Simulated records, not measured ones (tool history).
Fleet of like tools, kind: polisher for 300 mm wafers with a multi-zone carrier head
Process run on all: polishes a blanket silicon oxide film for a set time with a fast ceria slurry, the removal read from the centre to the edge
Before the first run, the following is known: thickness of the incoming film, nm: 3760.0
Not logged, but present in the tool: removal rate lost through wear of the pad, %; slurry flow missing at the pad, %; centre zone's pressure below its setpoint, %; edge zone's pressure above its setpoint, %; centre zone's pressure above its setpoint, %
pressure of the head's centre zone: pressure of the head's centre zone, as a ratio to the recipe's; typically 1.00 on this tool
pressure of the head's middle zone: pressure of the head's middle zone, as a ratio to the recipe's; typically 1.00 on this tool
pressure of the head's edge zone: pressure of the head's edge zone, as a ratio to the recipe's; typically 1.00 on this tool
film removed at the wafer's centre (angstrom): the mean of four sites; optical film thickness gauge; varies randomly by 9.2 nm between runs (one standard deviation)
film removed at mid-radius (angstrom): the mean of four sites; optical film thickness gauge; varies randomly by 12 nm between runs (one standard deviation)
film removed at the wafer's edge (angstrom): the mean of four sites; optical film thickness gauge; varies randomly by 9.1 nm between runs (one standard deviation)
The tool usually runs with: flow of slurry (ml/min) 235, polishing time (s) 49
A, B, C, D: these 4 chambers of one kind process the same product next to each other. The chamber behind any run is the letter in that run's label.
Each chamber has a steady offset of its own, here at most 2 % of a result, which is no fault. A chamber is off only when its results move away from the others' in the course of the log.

run,hour,flow of slurry (ml/min),pressure of the head's centre zone,pressure of the head's middle zone,pressure of the head's edge zone,polishing time (s),wafers polished on this pad,hours since the slurry nozzle was cleaned,hours since the centre zone pressure was calibrated,hours since the edge zone pressure was calibrated,film removed at the wafer's centre (angstrom),film removed at mid-radius (angstrom),film removed at the wafer's edge (angstrom)
1A,5.2,235,1.00,1.00,1.00,49,243,714.8,564.9,872.6,9148.0,8893.9,9233.7
# hour 6.9: chamber D: worn pad replaced by a new one
2D,8.2,235,1.00,1.00,1.00,49,7,290.9,1262.1,1026.7,9210.1,8911.0,9229.5
# hour 13.5: chamber A: edge zone pressure recalibrated
3B,13.7,235,1.00,1.00,1.00,49,515,481.6,881.7,795.5,9115.9,9081.5,9222.9
4C,19.8,235,1.00,1.00,1.00,49,436,412.5,468.3,490.2,8874.0,9168.1,9214.2
5D,25.7,235,1.11,1.00,1.00,49,109,308.4,1279.6,1044.2,10251.0,8979.6,9174.8
6B,28.7,235,1.11,1.00,1.00,49,602,496.6,896.7,810.5,10405.0,9253.5,9092.2
7C,33.8,235,1.11,1.00,1.00,49,517,426.5,482.3,504.2,10114.0,9248.0,9138.1
8A,38.5,235,1.11,1.00,1.00,49,437,748.1,598.2,25.1,10279.0,8978.8,9175.6
9C,41.2,235,1.00,1.00,1.00,49,560,433.9,489.7,511.6,9036.6,9478.5,9002.9
10A,45.6,235,1.00,1.00,1.00,49,478,755.2,605.3,32.2,9188.6,9069.5,9230.6
11D,50.7,235,1.00,1.00,1.00,49,254,333.4,1304.6,1069.2,9161.5,9033.7,9274.6
# hour 53.3: chamber C: worn pad replaced by a new one
12B,54.6,235,1.00,1.00,1.00,49,752,522.5,922.6,836.4,9095.5,8961.9,9080.3
13C,59.3,235,1.10,0.95,1.00,49,35,452.0,507.8,529.7,10105.0,8667.0,9226.8
14D,62.2,235,1.10,0.95,1.00,49,321,344.9,1316.1,1080.7,9916.8,8406.2,9267.3
# hour 63.9: chamber B: slurry nozzle cleaned
15A,67.4,235,1.10,0.95,1.00,49,605,777.0,627.1,54.0,10204.0,8681.0,9099.3
16B,70.9,235,1.10,0.95,1.00,49,847,7.1,938.9,852.7,10114.0,8768.1,9288.6
17D,73.9,235,1.00,1.00,1.00,49,389,356.6,1327.8,1092.4,9251.1,9204.1,9251.6
18B,76.7,235,1.00,1.00,1.00,49,881,12.9,944.7,858.5,9372.3,9200.8,8976.6
19C,82.4,235,1.00,1.00,1.00,49,169,475.1,530.9,552.8,8939.5,9263.5,9169.0
20A,86.0,235,1.00,1.00,1.00,49,713,795.6,645.7,72.6,9040.9,9164.7,9130.2
21D,89.4,235,1.00,1.00,1.00,49,479,372.1,1343.3,1107.9,9089.5,9039.7,9209.5
22A,94.2,235,1.00,1.00,1.00,49,760,803.8,653.9,80.8,9221.3,8992.2,9071.8
# hour 94.3: chamber D: worn pad replaced by a new one
23B,97.4,235,1.00,1.10,1.00,40,1001,33.6,965.4,879.2,7481.8,8038.2,7561.5
# hour 98.4: chamber D: centre zone pressure recalibrated
24C,102.9,235,1.00,1.10,1.00,40,288,495.6,551.4,573.3,7337.2,8413.9,7503.2
# hour 103.2: chamber B: edge zone pressure recalibrated
25A,108.5,235,1.00,1.10,1.00,40,843,818.1,668.2,95.1,7446.1,8247.6,7398.2
# hour 110.6: chamber A: worn pad replaced by a new one
26C,113.8,235,1.00,1.10,1.00,40,351,506.5,562.3,584.2,7341.1,7934.1,7427.5
27B,116.9,235,1.00,1.00,1.00,49,1115,53.1,984.9,13.7,9251.1,9299.2,9062.4
28D,122.1,235,1.00,1.00,1.00,49,161,404.8,23.7,1140.6,9121.8,9241.7,9345.3
29A,127.0,235,1.00,1.00,0.93,49,95,836.6,686.7,113.6,9024.6,8918.6,8895.4
30C,131.9,235,1.00,1.00,0.93,49,457,524.6,580.4,602.3,8874.9,9282.1,8805.1
31D,135.2,235,1.00,1.00,0.93,49,237,417.9,36.8,1153.7,9120.6,9428.2,8988.6
32B,141.3,235,1.00,1.00,0.93,49,1256,77.5,1009.3,38.1,9414.0,9166.9,8825.0
33D,145.9,235,1.00,1.00,1.00,49,299,428.6,47.5,1164.4,9142.5,9034.1,9311.4
# hour 147.5: chamber C: centre zone pressure recalibrated
34B,148.7,235,1.00,1.00,1.00,49,1299,84.9,1016.7,45.5,9123.8,9315.0,9048.4
35A,153.4,160,1.00,1.00,1.00,49,248,863.0,713.1,140.0,8526.4,8550.8,8599.0
# hour 153.6: chamber C: worn pad replaced by a new one
36C,159.2,160,1.00,1.00,1.00,49,32,551.9,11.8,629.6,8512.3,8927.9,8688.6
37A,164.3,160,1.00,1.00,1.00,49,312,873.9,724.0,150.9,8581.2,8698.1,8825.5
# hour 165.0: chamber B: worn pad replaced by a new one
# hour 165.5: chamber A: slurry nozzle cleaned
38C,167.7,160,1.00,1.00,1.00,49,82,560.4,20.3,638.1,8511.6,8796.6,8970.9
39D,170.5,235,1.00,1.00,1.00,49,442,453.2,72.1,1189.0,9119.9,9021.4,9246.4
40B,175.3,235,1.00,1.00,1.00,49,60,111.5,1043.3,72.1,9349.9,9004.2,9024.5
41A,180.8,235,1.00,1.00,1.00,49,408,15.4,740.5,167.4,9162.0,9087.3,9186.3

Is one chamber off against the others, does the gauge drift, or is nothing wrong? If a chamber is off, say which, and what the likeliest cause is.

Neither any chamber nor the gauge drifts; the chambers differ only by their own small, steady offsets.
